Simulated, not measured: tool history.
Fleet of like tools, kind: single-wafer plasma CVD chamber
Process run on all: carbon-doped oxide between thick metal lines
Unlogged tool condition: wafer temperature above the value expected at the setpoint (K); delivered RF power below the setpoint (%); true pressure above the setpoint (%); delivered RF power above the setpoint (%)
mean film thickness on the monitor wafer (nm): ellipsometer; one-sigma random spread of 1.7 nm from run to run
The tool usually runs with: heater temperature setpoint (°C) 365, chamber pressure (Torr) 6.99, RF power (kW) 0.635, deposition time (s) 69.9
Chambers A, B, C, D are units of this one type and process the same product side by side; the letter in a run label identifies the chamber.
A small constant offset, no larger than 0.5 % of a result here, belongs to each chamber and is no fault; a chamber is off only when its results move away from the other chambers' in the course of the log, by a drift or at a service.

run    day  heater temperature setpoint (°C)  chamber pressure (Torr)  RF power (kW)  deposition time (s)  hours since the last thermocouple change  hours since the last RF generator calibration  hours since the last manometer calibration  read-back reference wafer on the same gauge, thickness_nm  mean film thickness on the monitor wafer (nm)
 1A  0.138                               365                     6.99          0.635                 69.9                                    1117.1                                         2039.1                                       312.7                                                     416.23                                         409.57
 2C  0.292                               365                     6.99          0.635                 69.9                                     567.2                                          737.1                                       312.2                                                     416.07                                         408.91
 3B  0.396                               365                     6.99          0.635                 69.9                                     316.2                                         1900.9                                       172.3                                                     416.14                                         407.04
 4D  0.596                               365                     6.99          0.635                 69.9                                     860.4                                          353.8                                       351.1                                                     415.76                                         410.77
 5A  0.750                               358                     6.99          0.570                 69.9                                    1131.8                                         2053.8                                       327.4                                                     416.21                                         392.90
 6C  0.867                               358                     6.99          0.570                 69.9                                     581.0                                          750.9                                       326.0                                                     415.89                                         391.31
 7B  1.008                               358                     6.99          0.570                 69.9                                     330.9                                         1915.6                                       187.0                                                     415.79                                         388.48
     1.062  -- chamber A: RF generator calibrated
 8D  1.233                               358                     6.99          0.570                 69.9                                     875.7                                          369.1                                       366.4                                                     415.85                                         392.33
 9B  1.454                               365                     6.99          0.635                 69.9                                     341.6                                         1926.3                                       197.7                                                     415.75                                         408.52
10D  1.679                               365                     6.99          0.635                 69.9                                     886.4                                          379.8                                       377.1                                                     415.86                                         409.84
11A  1.788                               365                     6.99          0.635                 69.9                                    1156.7                                           17.5                                       352.3                                                     415.90                                         409.86
12C  1.933                               365                     6.99          0.635                 69.9                                     606.6                                          776.5                                       351.6                                                     415.85                                         406.89
13B  2.100                               365                     6.99          0.720                 69.9                                     357.1                                         1941.8                                       213.2                                                     416.13                                         437.65
14D  2.258                               365                     6.99          0.720                 69.9                                     900.3                                          393.7                                       391.0                                                     416.02                                         445.59
15A  2.467                               365                     6.99          0.720                 69.9                                    1173.0                                           33.8                                       368.6                                                     416.03                                         441.58
16C  2.575                               365                     6.99          0.720                 69.9                                     622.0                                          791.9                                       367.0                                                     415.79                                         434.01
17C  2.738                               365                     6.99          0.635                 69.9                                     625.9                                          795.8                                       370.9                                                     416.27                                         408.39
18B  2.842                               365                     6.99          0.635                 69.9                                     374.9                                         1959.6                                       231.0                                                     416.31                                         405.90
19D  2.946                               365                     6.99          0.635                 69.9                                     916.8                                          410.2                                       407.5                                                     416.23                                         410.90
20A  3.146                               365                     6.99          0.635                 69.9                                    1189.3                                           50.1                                       384.9                                                     416.15                                         411.28
21B  3.358                               365                     6.99          0.635                 69.9                                     387.3                                         1972.0                                       243.4                                                     415.62                                         408.26
22D  3.496                               365                     6.47          0.635                 56.6                                     930.0                                          423.4                                       420.7                                                     415.96                                         332.11
23A  3.612                               365                     6.47          0.635                 56.6                                    1200.5                                           61.3                                       396.1                                                     416.21                                         330.11
24C  3.804                               365                     6.47          0.635                 56.6                                     651.5                                          821.4                                       396.5                                                     415.70                                         327.73
25C  3.996                               365                     6.47          0.635                 56.6                                     656.1                                          826.0                                       401.1                                                     415.86                                         324.20
26A  4.221                               365                     6.99          0.635                 69.9                                    1215.1                                           75.9                                       410.7                                                     416.35                                         410.50
27D  4.412                               365                     6.99          0.635                 69.9                                     952.0                                          445.4                                       442.7                                                     416.07                                         408.40
28B  4.567                               365                     6.99          0.635                 69.9                                     416.3                                         2001.0                                       272.4                                                     416.18                                         406.74
29A  4.696                               365                     6.99          0.635                 69.9                                    1226.5                                           87.3                                       422.1                                                     416.08                                         410.60
30C  4.862                               365                     6.99          0.635                 69.9                                     676.9                                          846.8                                       421.9                                                     415.87                                         400.86
31D  4.983                               365                     5.50          0.635                 69.9                                     965.7                                          459.1                                       456.4                                                     415.87                                         400.94
32B  5.167                               365                     5.50          0.635                 69.9                                     430.7                                         2015.4                                       286.8                                                     416.12                                         397.35
33A  5.342                               365                     5.50          0.635                 69.9                                    1242.0                                          102.8                                       437.6                                                     415.90                                         399.96
34B  5.467                               365                     5.50          0.635                 69.9                                     437.9                                         2022.6                                       294.0                                                     416.03                                         396.56
35D  5.575                               365                     6.99          0.635                 69.9                                     979.9                                          473.3                                       470.6                                                     416.02                                         409.96
36C  5.708                               365                     5.96          0.635                 77.6                                     697.2                                          867.1                                       442.2                                                     415.83                                         437.30
37C  5.883                               365                     5.96          0.635                 77.6                                     701.4                                          871.3                                       446.4                                                     416.44                                         433.19
38A  6.004                               365                     5.96          0.635                 77.6                                    1257.9                                          118.7                                       453.5                                                     416.32                                         448.86
39D  6.204                               365                     5.96          0.635                 77.6                                     995.0                                          488.4                                       485.7                                                     415.93                                         449.67
40B  6.400                               365                     6.99          0.635                 69.9                                     460.3                                         2045.0                                       316.4                                                     415.98                                         406.90
41A  6.538                               365                     6.99          0.635                 69.9                                    1270.7                                          131.5                                       466.3                                                     416.02                                         410.22

The same settings go to every chamber for the next run, one line per chamber below. Forecast the results for each:
42A  6.704                               365                     6.99          0.635                 69.9                                                                                                                                                                                                                                              ?
42B  6.704                               365                     6.99          0.635                 69.9                                                                                                                                                                                                                                              ?
42C  6.704                               365                     6.99          0.635                 69.9                                                                                                                                                                                                                                              ?
42D  6.704                               365                     6.99          0.635                 69.9                                                                                                                                                                                                                                              ?

run  mean film thickness on the monitor wafer (nm)
42A                                         409.79
42B                                         407.75
42C                                         391.95
42D                                         411.60

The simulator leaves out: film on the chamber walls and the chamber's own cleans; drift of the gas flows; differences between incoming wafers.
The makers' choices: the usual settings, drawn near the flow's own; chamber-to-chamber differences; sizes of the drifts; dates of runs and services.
